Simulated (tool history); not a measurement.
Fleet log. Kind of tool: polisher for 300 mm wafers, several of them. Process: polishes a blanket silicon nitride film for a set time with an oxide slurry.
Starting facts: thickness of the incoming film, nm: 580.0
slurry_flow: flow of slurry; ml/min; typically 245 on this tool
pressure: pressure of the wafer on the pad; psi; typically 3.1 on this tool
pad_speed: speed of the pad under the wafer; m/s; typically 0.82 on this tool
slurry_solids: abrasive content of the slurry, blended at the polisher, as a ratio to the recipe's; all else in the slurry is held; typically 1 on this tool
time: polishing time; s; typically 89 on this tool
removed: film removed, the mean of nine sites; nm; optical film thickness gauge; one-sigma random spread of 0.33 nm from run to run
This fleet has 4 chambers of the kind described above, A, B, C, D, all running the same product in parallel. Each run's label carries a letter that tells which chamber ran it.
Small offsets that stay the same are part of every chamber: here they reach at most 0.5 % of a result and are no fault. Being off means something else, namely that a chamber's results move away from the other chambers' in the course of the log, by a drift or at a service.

run	hour	slurry_flow	pressure	pad_speed	slurry_solids	time	wafers polished on this pad	hours since the slurry nozzle was cleaned	hours since the head pressure was calibrated	hours since the slurry blender was calibrated	hours since the conditioning disc was replaced	removed
1C	5.8	245	3.1	0.82	1	89	150	270.1	357.6	53.6	121.7	47.891
2A	9.4	245	3.1	0.82	1	89	730	332.1	198.5	174.8	302.7	48.708
3D	16.3	245	3.1	0.82	1	89	380	565	105.8	410.8	21.1	49.1
4B	23.6	245	3.1	0.82	1	89	792	372.9	97.3	157.8	43.9	48.371
5A	27.1	245	3.1	0.82	1	89	914	349.8	216.2	192.5	320.4	48.759
6C	32.6	245	3.1	0.82	1	89	429	296.9	384.4	80.4	148.5	48.474
# hour 34: chamber B: slurry blender recalibrated
# hour 36: chamber D: worn pad replaced by a new one
7B	39.8	245	3.1	0.82	1	89	960	389.1	113.5	5.8	60.1	48.571
8D	44.7	245	3.1	0.82	1	89	90	593.4	134.2	439.2	49.5	48.516
9D	50.4	245	3.1	0.82	1	89	149	599.1	139.9	444.9	55.2	48.43
10A	55.2	245	3.1	0.82	1	89	1206	377.9	244.3	220.6	348.5	48.601
# hour 56.1: chamber D: slurry blender recalibrated
# hour 57.1: chamber A: worn pad replaced by a new one
11B	59	245	3.1	0.82	1	89	1160	408.3	132.7	25	79.3	48.348
12C	66	245	3.1	0.82	1	89	776	330.3	417.8	113.8	181.9	48.826
13D	72.8	245	3.1	0.82	1	89	382	621.5	162.3	16.8	77.6	48.755
# hour 75.6: chamber D: slurry nozzle cleaned
14C	78.1	245	3.1	0.82	1	89	902	342.4	429.9	125.9	194	47.966
# hour 78.6: chamber C: worn pad replaced by a new one
15A	85	245	3.1	0.82	1	89	290	407.7	274.1	250.4	378.3	48.948
# hour 85.6: chamber D: worn pad replaced by a new one
16B	88.8	245	3.1	0.82	1	89	1469	438.1	162.5	54.8	109.1	48.949
# hour 91.3: chamber B: worn pad replaced by a new one
17A	93.3	245	3.1	0.82	1	89	377	416	282.4	258.7	386.6	49.662
18C	97.7	245	3.1	0.82	1	89	199	362	449.5	145.5	213.6	47.818
# hour 100.1: chamber B: slurry nozzle cleaned
19B	104.8	325	3.1	0.82	1.1	89	140	4.7	178.5	70.8	125.1	51.692
20D	112.1	325	3.1	0.82	1.1	89	276	36.6	201.6	56.1	116.9	52.028
21D	117	325	3.1	0.82	1.1	89	327	41.5	206.5	61	121.8	51.492
22B	124.2	325	3.1	0.82	1.1	89	342	24.1	197.9	90.2	144.5	51.987
23C	130.9	245	3.1	0.82	1	89	544	395.2	482.7	178.7	246.8	48.32
24A	135.7	245	3.1	0.82	1	89	818	458.4	324.8	301.1	429	50.562
25A	140.1	245	3.1	0.82	1	89	863	462.8	329.2	305.5	433.4	51.374

Is one chamber off against the others, does the gauge drift, or is nothing wrong? If a chamber is off, say which, and what the likeliest cause is.

It is chamber A that slowly wanders off from its peers.
Cause: head's pressure above its setpoint, % = 4.61.

Here are 4 candidates for chamber A's next run, each the usual settings with a change, their results left as question marks. Which one brings its results back in line with what the others give on the usual settings?
In-line tolerance around the mean of the other chambers on the usual settings: removed 1.2 nm
26A-1	145.4	245	3.1	0.82	1	81						?
26A-2	145.4	245	3.1	0.84	1	91						?
26A-3	145.4	245	3	0.82	1	88						?
26A-4	145.4	245	3.3	0.82	1.05	89						?

On the usual settings, the other chambers give on average: removed 48.464 nm
run	removed
26A-1	45.864
26A-2	52.522
26A-3	48.24
26A-4	54.779
26A-3 puts the chamber back in line with the other chambers.

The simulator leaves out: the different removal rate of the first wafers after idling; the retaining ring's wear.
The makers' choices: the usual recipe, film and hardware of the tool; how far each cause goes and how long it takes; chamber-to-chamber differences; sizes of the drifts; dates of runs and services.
